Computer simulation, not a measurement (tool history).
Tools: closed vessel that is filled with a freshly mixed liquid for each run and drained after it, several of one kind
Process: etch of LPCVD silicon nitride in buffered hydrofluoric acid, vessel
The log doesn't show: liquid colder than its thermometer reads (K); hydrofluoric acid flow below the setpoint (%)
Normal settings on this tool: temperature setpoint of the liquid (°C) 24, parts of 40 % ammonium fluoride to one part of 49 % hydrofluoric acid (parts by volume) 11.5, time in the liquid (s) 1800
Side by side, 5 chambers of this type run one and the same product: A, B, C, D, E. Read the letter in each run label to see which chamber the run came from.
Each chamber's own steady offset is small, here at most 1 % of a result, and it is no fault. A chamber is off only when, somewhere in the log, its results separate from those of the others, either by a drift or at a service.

run    day  temperature setpoint of the liquid (°C)  parts of 40 % ammonium fluoride to one part of 49 % hydrofluoric acid (parts by volume)  time in the liquid (s)  hours since the thermometer was replaced  hours since the hydrofluoric acid flow meter was replaced  read-back film thickness of the LPCVD silicon nitride reference wafer, read on the same gauge (nm)  thickness taken off the LPCVD silicon nitride on a monitor wafer (Å)
 1A  0.208                                       24                                                                                     11.5                    1800                                    1850.1                                                     2033.8                                                                                              120.02                                                                208.38
 2C  0.342                                       24                                                                                     11.5                    1800                                     370.3                                                     1263.7                                                                                              120.01                                                                207.55
 3E  0.604                                       24                                                                                     11.5                    1800                                     625.8                                                     1730.6                                                                                              120.03                                                                205.84
 4B  0.817                                       24                                                                                     11.5                    1800                                    1433.2                                                      238.6                                                                                                 120                                                                205.53
 5D  1.029                                       24                                                                                     11.5                    1800                                    2182.7                                                       1356                                                                                              119.99                                                                207.44
 6D    1.2                                       26                                                                                     11.5                    1800                                    2186.8                                                     1360.1                                                                                              120.01                                                                229.75
 7E  1.346                                       26                                                                                     11.5                    1800                                     643.6                                                     1748.4                                                                                              119.99                                                                228.65
 8A  1.596                                       26                                                                                     11.5                    1800                                    1883.4                                                     2067.1                                                                                              119.99                                                                233.76
     1.604  -- chamber D: thermometer replaced
 9C  1.808                                       26                                                                                     11.5                    1800                                     405.5                                                     1298.9                                                                                                 120                                                                 231.1
10B  2.088                                       26                                                                                     11.5                    1800                                    1463.7                                                      269.1                                                                                              120.01                                                                 227.3
11E  2.325                                       24                                                                                     11.5                    1800                                     667.1                                                     1771.9                                                                                              119.98                                                                205.18
12D  2.575                                       24                                                                                     11.5                    1800                                      23.3                                                     1393.1                                                                                              120.03                                                                208.13
13A  2.783                                       24                                                                                     11.5                    1800                                    1911.9                                                     2095.6                                                                                              119.99                                                                207.53
14B      3                                       24                                                                                     11.5                    1800                                    1485.6                                                        291                                                                                              119.99                                                                207.16
15C  3.275                                       24                                                                                     11.5                    1800                                     440.7                                                     1334.1                                                                                              120.01                                                                209.09
16A  3.471                                       24                                                                                     11.5                    1800                                    1928.4                                                     2112.1                                                                                                 120                                                                207.21
17E  3.612                                       24                                                                                     11.5                    1225                                       698                                                     1802.8                                                                                              119.97                                                                140.97
18D  3.817                                       24                                                                                     11.5                    1225                                      53.1                                                     1422.9                                                                                              119.97                                                                140.21
19C  4.025                                       24                                                                                     11.5                    1225                                     458.7                                                     1352.1                                                                                              120.01                                                                140.62
20B  4.296                                       24                                                                                     11.5                    1225                                    1516.7                                                      322.1                                                                                              120.02                                                                138.15
21C  4.488                                       24                                                                                     11.5                    1225                                     469.8                                                     1363.2                                                                                              120.04                                                                142.72
22B  4.717                                       24                                                                                     11.5                    1800                                    1526.8                                                      332.2                                                                                              120.03                                                                198.65
23A  4.983                                       24                                                                                     11.5                    1800                                    1964.7                                                     2148.4                                                                                              120.02                                                                206.01
24E  5.262                                       24                                                                                     11.5                    1800                                     737.6                                                     1842.4                                                                                              119.99                                                                209.95
25D  5.512                                       24                                                                                     13.5                    1105                                      93.8                                                     1463.6                                                                                              119.99                                                                108.01
26C  5.779                                       24                                                                                     13.5                    1105                                     500.8                                                     1394.2                                                                                              119.99                                                                108.61
27B  6.012                                       24                                                                                     13.5                    1105                                    1557.9                                                      363.3                                                                                              119.99                                                                104.59
28D  6.221                                       24                                                                                     13.5                    1105                                     110.8                                                     1480.6                                                                                                 120                                                                109.22
29E  6.408                                       24                                                                                     13.5                    1105                                     765.1                                                     1869.9                                                                                                 120                                                                109.57
30A  6.538                                       24                                                                                     11.5                    1800                                      2002                                                     2185.7                                                                                              120.05                                                                207.28

All 5 chambers run these settings next. Forecast each chamber's results:
31A  6.754                                       24                                                                                     11.5                    1800                                                                                                                                                                                                                                                                              ?
31B  6.754                                       24                                                                                     11.5                    1800                                                                                                                                                                                                                                                                              ?
31C  6.754                                       24                                                                                     11.5                    1800                                                                                                                                                                                                                                                                              ?
31D  6.754                                       24                                                                                     11.5                    1800                                                                                                                                                                                                                                                                              ?
31E  6.754                                       24                                                                                     11.5                    1800                                                                                                                                                                                                                                                                              ?

run  thickness taken off the LPCVD silicon nitride on a monitor wafer (Å)
31A                                                                203.72
31B                                                                197.46
31C                                                                208.03
31D                                                                 207.2
31E                                                                 207.6
